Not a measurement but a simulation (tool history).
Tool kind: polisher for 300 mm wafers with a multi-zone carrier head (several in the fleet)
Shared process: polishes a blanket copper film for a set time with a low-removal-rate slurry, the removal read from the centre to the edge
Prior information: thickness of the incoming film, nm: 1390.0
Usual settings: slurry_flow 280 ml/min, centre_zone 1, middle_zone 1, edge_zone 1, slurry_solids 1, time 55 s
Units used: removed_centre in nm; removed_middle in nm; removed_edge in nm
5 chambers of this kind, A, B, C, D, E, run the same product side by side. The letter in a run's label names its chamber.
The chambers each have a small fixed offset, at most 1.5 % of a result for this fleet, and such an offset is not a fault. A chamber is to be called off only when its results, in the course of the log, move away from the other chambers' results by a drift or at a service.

run   hour  slurry_flow  centre_zone  middle_zone  edge_zone  slurry_solids  time  wafers polished on this pad  hours since the slurry nozzle was cleaned  hours since the centre zone pressure was calibrated  hours since the edge zone pressure was calibrated  removed_centre  removed_middle  removed_edge
 1C    5.7          280            1            1          1              1    55                          174                                      149.4                                                665.4                                              592.5          245.84          244.85        243.52
        11  -- chamber A: worn pad replaced by a new one
 2E   15.9          280            1            1          1              1    55                          318                                      387.7                                                550.8                                              656.4           242.1           241.4        240.91
 3A   22.3          280            1            1          1              1    55                          148                                      155.6                                                  563                                              149.5          242.05          239.98         244.5
        28  -- chamber D: worn pad replaced by a new one
 4B     28          280            1            1          1              1    55                          599                                      217.2                                                302.9                                                293           240.3          246.57        242.47
 5D   33.9          280            1            1          1              1    55                           78                                       79.4                                                189.8                                              571.7          245.29          245.87        244.79
 6A   39.3          280            1            1          1              1    55                          371                                      172.6                                                  580                                              166.5           240.8          243.69        249.53
 7B   46.1          280            1            1          1              1    55                          836                                      235.3                                                  321                                              311.1          245.51          242.42         241.8
      48.3  -- chamber E: slurry nozzle cleaned
      51.6  -- chamber C: worn pad replaced by a new one
      55.4  -- chamber E: worn pad replaced by a new one
 8D   56.7          280            1            1          1              1    55                          376                                      102.2                                                212.6                                              594.5          249.36          242.53        244.14
 9E   62.5          280            1            1          1              1    55                           94                                       14.3                                                597.4                                                703          240.95          243.17        241.85
10C   73.2          280            1            1          1              1    55                          283                                      216.9                                                732.9                                                660           243.9           243.2        246.37
11A   83.6          280            1            1          1              1    55                          951                                      216.9                                                624.3                                              210.8          237.95          242.81        242.97
12B   93.7          280            1            1          1              1    55                         1459                                      282.9                                                368.6                                              358.7          246.63           243.9        245.75
13D   99.5          280            1            1          1              1    55                          937                                        145                                                255.4                                              637.3          249.29          248.38        247.19
     100.8  -- chamber C: worn pad replaced by a new one
     105.1  -- chamber E: worn pad replaced by a new one
14E  108.4          280            1            1          1              1    55                           44                                       60.2                                                643.3                                              748.9          239.09          244.51        239.03
     113.1  -- chamber A: worn pad replaced by a new one
15C  115.6          280            1            1          1              1    55                          194                                      259.3                                                775.3                                              702.4          245.35          243.65        241.73
       121  -- chamber D: worn pad replaced by a new one
16B  123.3          280            1            1          1              1    55                         1846                                      312.5                                                398.2                                              388.3          235.83             243        237.83
17E  132.6          280            1            1          1              1    55                          361                                       84.4                                                667.5                                              773.1          238.49          240.63        245.91
18C  140.3          280            1            1          1              1    55                          517                                        284                                                  800                                              727.1          243.28          244.94        248.45
19A  149.2          280            1         0.89          1              1    55                          472                                      282.5                                                689.9                                              276.4           243.2          218.86        240.48
     152.3  -- chamber C: worn pad replaced by a new one
20D  159.2          280            1         0.89          1              1    55                          500                                      204.7                                                315.1                                                697          247.58             222        245.28
     161.6  -- chamber D: edge zone pressure recalibrated
     163.8  -- chamber A: slurry nozzle cleaned
     164.5  -- chamber B: slurry nozzle cleaned
21B  167.9          280            1         0.89          1              1    55                         2430                                        3.5                                                442.8                                              432.9           235.6          212.28        234.81
     170.9  -- chamber E: worn pad replaced by a new one
22D  173.6          280            1         0.89          1              1    55                          689                                      219.1                                                329.5                                               12.1          246.48          221.52        242.59
23E  179.7          280            1         0.89          1              1    55                          115                                      131.5                                                714.6                                              820.2          242.19          217.71        243.42
24A  189.4          280            1            1          1              1    55                          998                                       25.7                                                730.1                                              316.6           243.2          241.45        245.53
25C  195.8          280            1            1          1              1    55                          569                                      339.5                                                855.5                                              782.6          241.74          244.24         242.3
26D  201.8          280            1            1          1              1    55                         1058                                      247.3                                                357.7                                               40.3          249.34          243.76        242.73
     210.6  -- chamber C: worn pad replaced by a new one
27A  212.4          240         0.95            1          1              1    55                         1299                                       48.7                                                753.1                                              339.6          224.09           239.1           244
     214.4  -- chamber D: worn pad replaced by a new one
28B  223.1          240         0.95            1          1              1    55                         3153                                       58.7                                                  498                                              488.1           212.5          223.06        224.65
     225.5  -- chamber E: worn pad replaced by a new one
29C  228.1          240         0.95            1          1              1    55                          229                                      371.8                                                887.8                                              814.9          224.48          239.62        242.19
     229.6  -- chamber A: worn pad replaced by a new one
30E  233.3          240         0.95            1          1              1    55                          102                                      185.1                                                768.2                                              873.8             220          237.88         241.2
31A  238.3          240         0.95            1          1              1    55                          113                                       74.6                                                  779                                              365.5          228.61           240.4        240.25
32D  246.3          280            1            1          1              1    55                          418                                      291.8                                                402.2                                               84.8          249.08           243.6        245.31
33B  256.6          280            1            1          1              1    55                         3591                                       92.2                                                531.5                                              521.6          222.37          226.63        219.98
     260.2  -- chamber C: worn pad replaced by a new one
34E  262.5          280         0.89            1          1              1    55                          485                                      214.3                                                797.4                                                903          212.43          240.11        238.33
     267.1  -- chamber B: edge zone pressure recalibrated
35C  270.3          280         0.89            1          1              1    55                          132                                        414                                                  930                                              857.1          214.68          244.68         250.7
36A  280.1          280         0.89            1          1              1    55                          661                                      116.4                                                820.8                                              407.3          210.76          243.61        245.31
37B    289          280         0.89            1          1              1    55                         4015                                      124.6                                                563.9                                                 22          189.89          216.82         219.6

All 5 chambers run these settings next. Forecast each chamber's results:
38A  296.8          355            1            1          1              1    55                                                                                                                                                                                               ?               ?             ?
38B  296.8          355            1            1          1              1    55                                                                                                                                                                                               ?               ?             ?
38C  296.8          355            1            1          1              1    55                                                                                                                                                                                               ?               ?             ?
38D  296.8          355            1            1          1              1    55                                                                                                                                                                                               ?               ?             ?
38E  296.8          355            1            1          1              1    55                                                                                                                                                                                               ?               ?             ?

run  removed_centre  removed_middle  removed_edge
38A          246.99          247.69        252.01
38B          221.91          221.92        224.91
38C          253.25          251.92        254.02
38D          251.61          251.82        248.56
38E          243.87          245.91        244.16

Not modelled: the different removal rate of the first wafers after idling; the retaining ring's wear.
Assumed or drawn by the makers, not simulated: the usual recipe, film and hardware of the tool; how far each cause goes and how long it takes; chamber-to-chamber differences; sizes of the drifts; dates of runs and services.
